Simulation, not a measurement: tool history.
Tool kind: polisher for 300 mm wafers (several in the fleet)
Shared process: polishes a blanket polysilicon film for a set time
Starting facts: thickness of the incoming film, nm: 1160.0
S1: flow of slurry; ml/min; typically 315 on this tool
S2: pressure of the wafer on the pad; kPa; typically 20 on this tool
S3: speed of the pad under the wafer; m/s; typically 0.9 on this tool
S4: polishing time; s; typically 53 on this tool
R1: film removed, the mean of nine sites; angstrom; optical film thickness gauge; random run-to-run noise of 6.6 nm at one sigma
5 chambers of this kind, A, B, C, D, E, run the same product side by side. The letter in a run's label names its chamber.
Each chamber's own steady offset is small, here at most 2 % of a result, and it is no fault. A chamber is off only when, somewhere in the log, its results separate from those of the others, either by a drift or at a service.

Run 1E, hour 14.7: usual settings. Result: R1 4886.3 angstrom.
At hour 15: chamber C: worn pad replaced by a new one.
At hour 20.2: chamber D: worn pad replaced by a new one.
Run 2A, hour 24.7: usual settings. Result: R1 4617.6 angstrom.
At hour 27: chamber A: worn pad replaced by a new one.
Run 3D, hour 31.6: usual settings. Result: R1 4853.5 angstrom.
At hour 37.7: chamber E: worn pad replaced by a new one.
At hour 37.8: chamber C: slurry nozzle cleaned.
Run 4B, hour 43.2: usual settings. Result: R1 4764.3 angstrom.
At hour 49.2: chamber B: worn pad replaced by a new one.
Run 5C, hour 51.2: usual settings. Result: R1 4840.5 angstrom.
Run 6C, hour 60.5: usual settings. Result: R1 4959.3 angstrom.
At hour 69.7: chamber B: slurry nozzle cleaned.
Run 7B, hour 70.1: usual settings but S1 395 ml/min, S3 1.2 m/s. Result: R1 6479.3 angstrom.
Run 8E, hour 78.8: usual settings but S1 395 ml/min, S3 1.2 m/s. Result: R1 6508.4 angstrom.
Run 9D, hour 89.1: usual settings but S1 395 ml/min, S3 1.2 m/s. Result: R1 6334 angstrom.
At hour 90.8: chamber C: worn pad replaced by a new one.
Run 10A, hour 99.5: usual settings but S1 395 ml/min, S3 1.2 m/s. Result: R1 6305.4 angstrom.
At hour 100.5: chamber A: worn pad replaced by a new one.
Run 11C, hour 106.5: usual settings but S1 395 ml/min, S3 1.2 m/s. Result: R1 6614.5 angstrom.
At hour 116.7: chamber E: worn pad replaced by a new one.
At hour 117.2: chamber D: worn pad replaced by a new one.
Run 12B, hour 117.8: usual settings but S1 360 ml/min. Result: R1 4849.8 angstrom.
At hour 122.3: chamber B: worn pad replaced by a new one.
Run 13D, hour 131: usual settings but S1 360 ml/min. Result: R1 4677.4 angstrom.
Run 14A, hour 138.7: usual settings but S1 360 ml/min. Result: R1 4707.4 angstrom.
Run 15E, hour 153.4: usual settings but S1 360 ml/min. Result: R1 4662.8 angstrom.
At hour 157.4: chamber C: worn pad replaced by a new one.
Run 16C, hour 165.5: usual settings but S1 360 ml/min. Result: R1 4915.3 angstrom.
At hour 165.9: chamber A: worn pad replaced by a new one.
Run 17E, hour 172.1: usual settings. Result: R1 4692.5 angstrom.
Run 18A, hour 182.6: usual settings. Result: R1 4740.5 angstrom.
At hour 183.1: chamber B: worn pad replaced by a new one.
At hour 188.7: chamber D: head pressure recalibrated.
Run 19B, hour 193.6: usual settings. Result: R1 4817.2 angstrom.
At hour 202: chamber D: worn pad replaced by a new one.
At hour 202.7: chamber E: worn pad replaced by a new one.
Run 20D, hour 204.5: usual settings but S2 15.9 kPa, S3 0.78 m/s. Result: R1 3268.4 angstrom.
At hour 216.1: chamber C: worn pad replaced by a new one.
Run 21E, hour 216.6: usual settings but S2 15.9 kPa, S3 0.78 m/s. Result: R1 3061.2 angstrom.
Run 22D, hour 230.7: usual settings but S2 15.9 kPa, S3 0.78 m/s. Result: R1 3244.1 angstrom.
Run 23B, hour 237.4: usual settings but S2 15.9 kPa, S3 0.78 m/s. Result: R1 3344.5 angstrom.
At hour 239.4: chamber A: worn pad replaced by a new one.
Run 24A, hour 245.7: usual settings but S2 15.9 kPa, S3 0.78 m/s. Result: R1 3172.5 angstrom.
At hour 252.3: chamber B: worn pad replaced by a new one.
Run 25C, hour 252.6: usual settings. Result: R1 4874 angstrom.
Run 26B, hour 259.7: usual settings but S3 0.58 m/s, S4 40 s. Result: R1 2260.8 angstrom.
Run 27D, hour 273.6: usual settings but S3 0.58 m/s, S4 40 s. Result: R1 2277.9 angstrom.
At hour 280.4: chamber E: worn pad replaced by a new one.
At hour 284.8: chamber C: worn pad replaced by a new one.
Run 28C, hour 286.7: usual settings but S3 0.58 m/s, S4 40 s. Result: R1 2462.5 angstrom.
At hour 296.6: chamber D: worn pad replaced by a new one.
Run 29E, hour 300.2: usual settings but S3 0.58 m/s, S4 40 s. Result: R1 2199.4 angstrom.
At hour 305.1: chamber A: worn pad replaced by a new one.
Run 30A, hour 314.9: usual settings but S3 0.58 m/s, S4 40 s. Result: R1 2247.7 angstrom.
Run 31C, hour 328.7: usual settings. Result: R1 4934.9 angstrom.
Run 32D, hour 336.9: usual settings. Result: R1 4753.9 angstrom.

Next, every chamber runs the same settings. What will each give?
Run 33A, hour 347.7: usual settings but S4 45 s. Result: R1 ?.
Run 33B, hour 347.7: usual settings but S4 45 s. Result: R1 ?.
Run 33C, hour 347.7: usual settings but S4 45 s. Result: R1 ?.
Run 33D, hour 347.7: usual settings but S4 45 s. Result: R1 ?.
Run 33E, hour 347.7: usual settings but S4 45 s. Result: R1 ?.

run      R1
33A  4037.5
33B  3947.2
33C  4040.6
33D  4117.9
33E  3699.5
